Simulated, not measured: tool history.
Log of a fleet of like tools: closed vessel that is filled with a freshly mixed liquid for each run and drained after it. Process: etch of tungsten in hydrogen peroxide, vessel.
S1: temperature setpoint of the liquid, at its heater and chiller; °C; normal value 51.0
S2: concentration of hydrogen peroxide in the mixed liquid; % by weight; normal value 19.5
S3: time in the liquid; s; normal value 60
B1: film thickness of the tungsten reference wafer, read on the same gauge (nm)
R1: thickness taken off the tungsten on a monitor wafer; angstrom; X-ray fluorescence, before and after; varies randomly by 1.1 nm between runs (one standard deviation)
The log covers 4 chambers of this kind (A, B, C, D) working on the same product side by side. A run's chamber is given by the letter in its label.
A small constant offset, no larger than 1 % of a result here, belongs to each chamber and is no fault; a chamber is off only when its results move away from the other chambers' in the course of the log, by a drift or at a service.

run    day    S1    S2  S3      B1       R1
 1B  0.300  51.0  19.5  60  69.995  1771.30
 2A  0.621  51.0  19.5  60  69.967  1726.20
 3D  0.829  51.0  19.5  60  69.984  1786.50
 4C  0.979  51.0  19.5  60  69.999  1780.10
 5C  1.188  51.0  19.5  60  70.005  1775.00
 6B  1.358  51.0  19.5  60  70.004  1791.00
 7D  1.575  51.0  19.5  60  70.007  1775.60
 8A  1.825  51.0  19.5  60  69.999  1767.70
 9C  1.992  60.5  19.5  60  69.994  3109.90
10A  2.233  60.5  19.5  60  70.001  3093.00
11D  2.412  60.5  19.5  60  70.026  3125.70
12B  2.738  60.5  19.5  60  70.002  3150.90
13D  2.892  51.0  19.5  60  70.009  1788.90
     3.083  -- chamber B: thermometer replaced
14B  3.112  60.5  17.5  60  70.008  2984.20
15C  3.362  60.5  17.5  60  69.978  2908.60
16A  3.650  60.5  17.5  60  69.992  2868.00
17A  3.846  60.5  17.5  60  69.992  2853.60
18C  4.104  51.0  19.5  60  70.015  1759.50
19B  4.329  51.0  19.5  60  70.000  1795.70
20D  4.592  51.0  19.5  60  70.017  1797.10
21D  4.808  51.0  19.5  60  69.988  1787.30
22A  4.967  51.0  19.5  60  69.991  1673.20
23B  5.154  51.0  19.5  60  69.984  1786.40
24C  5.471  51.0  19.5  60  69.992  1764.40
25D  5.646  42.5  19.5  60  70.000  1044.50
     5.933  -- chamber B: new drum of peroxide connected
26C  5.933  42.5  19.5  60  70.012  1033.60
27B  6.254  42.5  19.5  60  70.009  1052.00
28A  6.533  42.5  19.5  60  69.974   969.48
29D  6.862  51.0  19.5  60  69.968  1795.60
30B  7.050  51.0  19.5  60  69.989  1807.60

One chamber off, gauge drift, or nothing amiss beyond the chambers' own small offsets? If it is a chamber, which one, and what is the likeliest cause?

It is chamber A that slowly wanders off from its peers.
Cause: liquid colder than its thermometer reads (K) = 1.35.

Below are 4 candidate recipes for chamber A's next run, each the usual settings with a change, their results shown as question marks. Which of them brings A's results back in line with what the other chambers give on the usual settings?
Maximum distance from the other chambers' mean on the usual settings for a result to count as in line: R1 40.00 angstrom
31A-1  7.288  50.5  19.5  60       ?
31A-2  7.288  51.0  19.5  55       ?
31A-3  7.288  51.5  19.5  60       ?
31A-4  7.288  52.5  19.5  60       ?

The mean the other chambers reach with the usual settings: R1 1778.20 angstrom
  run       R1
31A-1  1567.50
31A-2  1481.60
31A-3  1665.50
31A-4  1770.00
The answer is 31A-4, which returns the chamber to within the allowed miss of the others.
